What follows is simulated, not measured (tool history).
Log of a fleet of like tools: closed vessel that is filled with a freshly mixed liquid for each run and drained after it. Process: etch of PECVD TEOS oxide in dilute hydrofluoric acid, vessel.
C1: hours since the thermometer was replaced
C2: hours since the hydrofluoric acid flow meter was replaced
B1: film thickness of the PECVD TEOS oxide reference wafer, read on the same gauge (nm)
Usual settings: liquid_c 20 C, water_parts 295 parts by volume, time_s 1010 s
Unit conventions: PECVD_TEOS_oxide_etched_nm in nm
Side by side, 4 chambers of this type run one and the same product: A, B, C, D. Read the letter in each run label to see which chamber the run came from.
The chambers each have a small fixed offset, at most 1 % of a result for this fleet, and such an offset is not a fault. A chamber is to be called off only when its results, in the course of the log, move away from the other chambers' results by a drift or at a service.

Run 1D, hour 14.6: usual settings; C1 695.9; C2 196.5; B1 100.03. Result: PECVD_TEOS_oxide_etched_nm 30.066 nm.
Run 2C, hour 26.4: usual settings; C1 189.3; C2 1505.4; B1 100.01. Result: PECVD_TEOS_oxide_etched_nm 29.615 nm.
Run 3B, hour 37.1: usual settings; C1 2410; C2 128.6; B1 99.999. Result: PECVD_TEOS_oxide_etched_nm 29.17 nm.
Run 4A, hour 50.1: usual settings; C1 2228.3; C2 127.6; B1 99.981. Result: PECVD_TEOS_oxide_etched_nm 29.218 nm.
Run 5C, hour 61.4: usual settings but time_s 1410 s; C1 224.3; C2 1540.4; B1 99.986. Result: PECVD_TEOS_oxide_etched_nm 41.355 nm.
Run 6B, hour 68.5: usual settings but time_s 1410 s; C1 2441.4; C2 160; B1 100.01. Result: PECVD_TEOS_oxide_etched_nm 40.704 nm.
Run 7A, hour 79.7: usual settings but time_s 1410 s; C1 2257.9; C2 157.2; B1 99.999. Result: PECVD_TEOS_oxide_etched_nm 40.594 nm.
Run 8D, hour 94.6: usual settings but time_s 1410 s; C1 775.9; C2 276.5; B1 100.04. Result: PECVD_TEOS_oxide_etched_nm 41.102 nm.
At hour 98.7: chamber B: thermometer replaced.
Run 9D, hour 109.5: usual settings; C1 790.8; C2 291.4; B1 100.02. Result: PECVD_TEOS_oxide_etched_nm 29.239 nm.
Run 10C, hour 117.8: usual settings; C1 280.7; C2 1596.8; B1 99.976. Result: PECVD_TEOS_oxide_etched_nm 29.701 nm.
At hour 131.1: chamber A: thermometer replaced.
Run 11B, hour 131.4: usual settings; C1 32.8; C2 222.9; B1 100.01. Result: PECVD_TEOS_oxide_etched_nm 29.192 nm.
Run 12A, hour 145: usual settings; C1 13.9; C2 222.5; B1 100.01. Result: PECVD_TEOS_oxide_etched_nm 29.09 nm.
Run 13D, hour 152.6: usual settings; C1 833.9; C2 334.5; B1 100.02. Result: PECVD_TEOS_oxide_etched_nm 28.788 nm.
Run 14B, hour 164.1: usual settings but liquid_c 24.5 C, time_s 1200 s; C1 65.5; C2 255.6; B1 99.975. Result: PECVD_TEOS_oxide_etched_nm 41.106 nm.
Run 15C, hour 179.1: usual settings but liquid_c 24.5 C, time_s 1200 s; C1 342; C2 1658.1; B1 100.03. Result: PECVD_TEOS_oxide_etched_nm 40.914 nm.
Run 16A, hour 186.6: usual settings but liquid_c 24.5 C, time_s 1200 s; C1 55.5; C2 264.1; B1 100.08. Result: PECVD_TEOS_oxide_etched_nm 40.156 nm.
At hour 193.2: chamber C: hydrofluoric acid flow meter replaced.
Run 17B, hour 194.8: usual settings but liquid_c 24.5 C, time_s 1200 s; C1 96.2; C2 286.3; B1 99.99. Result: PECVD_TEOS_oxide_etched_nm 41.113 nm.
Run 18C, hour 205.1: usual settings; C1 368; C2 12; B1 100.02. Result: PECVD_TEOS_oxide_etched_nm 29.445 nm.
Run 19D, hour 214.6: usual settings; C1 895.9; C2 396.5; B1 100.03. Result: PECVD_TEOS_oxide_etched_nm 28.363 nm.
Run 20A, hour 228.5: usual settings; C1 97.4; C2 306; B1 99.953. Result: PECVD_TEOS_oxide_etched_nm 29.431 nm.
Run 21C, hour 238.3: usual settings; C1 401.2; C2 45.2; B1 100.03. Result: PECVD_TEOS_oxide_etched_nm 29.299 nm.
Run 22B, hour 248.1: usual settings; C1 149.5; C2 339.6; B1 100.04. Result: PECVD_TEOS_oxide_etched_nm 29.605 nm.
Run 23A, hour 255.5: usual settings; C1 124.4; C2 333; B1 99.997. Result: PECVD_TEOS_oxide_etched_nm 29.121 nm.
At hour 269.6: chamber B: hydrofluoric acid flow meter replaced.
Run 24D, hour 270.2: usual settings; C1 951.5; C2 452.1; B1 100.04. Result: PECVD_TEOS_oxide_etched_nm 27.65 nm.
Run 25A, hour 285.4: usual settings; C1 154.3; C2 362.9; B1 99.989. Result: PECVD_TEOS_oxide_etched_nm 29.379 nm.
Run 26D, hour 299.1: usual settings but liquid_c 18.5 C, water_parts 440 parts by volume; C1 980.4; C2 481; B1 100.03. Result: PECVD_TEOS_oxide_etched_nm 15.649 nm.
Run 27B, hour 314.9: usual settings but liquid_c 18.5 C, water_parts 440 parts by volume; C1 216.3; C2 45.3; B1 99.976. Result: PECVD_TEOS_oxide_etched_nm 16.501 nm.
Run 28C, hour 327.3: usual settings but liquid_c 18.5 C, water_parts 440 parts by volume; C1 490.2; C2 134.2; B1 100.04. Result: PECVD_TEOS_oxide_etched_nm 16.743 nm.
Run 29A, hour 337.4: usual settings but liquid_c 18.5 C, water_parts 440 parts by volume; C1 206.3; C2 414.9; B1 100.06. Result: PECVD_TEOS_oxide_etched_nm 16.806 nm.
Run 30D, hour 351.5: usual settings but time_s 820 s; C1 1032.8; C2 533.4; B1 99.971. Result: PECVD_TEOS_oxide_etched_nm 21.785 nm.
Run 31B, hour 361.6: usual settings but time_s 820 s; C1 263; C2 92; B1 100.01. Result: PECVD_TEOS_oxide_etched_nm 24.225 nm.
Run 32C, hour 371.3: usual settings but time_s 820 s; C1 534.2; C2 178.2; B1 99.976. Result: PECVD_TEOS_oxide_etched_nm 23.694 nm.
Run 33D, hour 379.2: usual settings but time_s 820 s; C1 1060.5; C2 561.1; B1 99.989. Result: PECVD_TEOS_oxide_etched_nm 22.024 nm.

All 4 chambers run these settings next. Forecast each chamber's results:
Run 34A, hour 390.7: usual settings. Result: PECVD_TEOS_oxide_etched_nm ?.
Run 34B, hour 390.7: usual settings. Result: PECVD_TEOS_oxide_etched_nm ?.
Run 34C, hour 390.7: usual settings. Result: PECVD_TEOS_oxide_etched_nm ?.
Run 34D, hour 390.7: usual settings. Result: PECVD_TEOS_oxide_etched_nm ?.

run  PECVD_TEOS_oxide_etched_nm
34A                      29.735
34B                      29.411
34C                      29.645
34D                      26.752
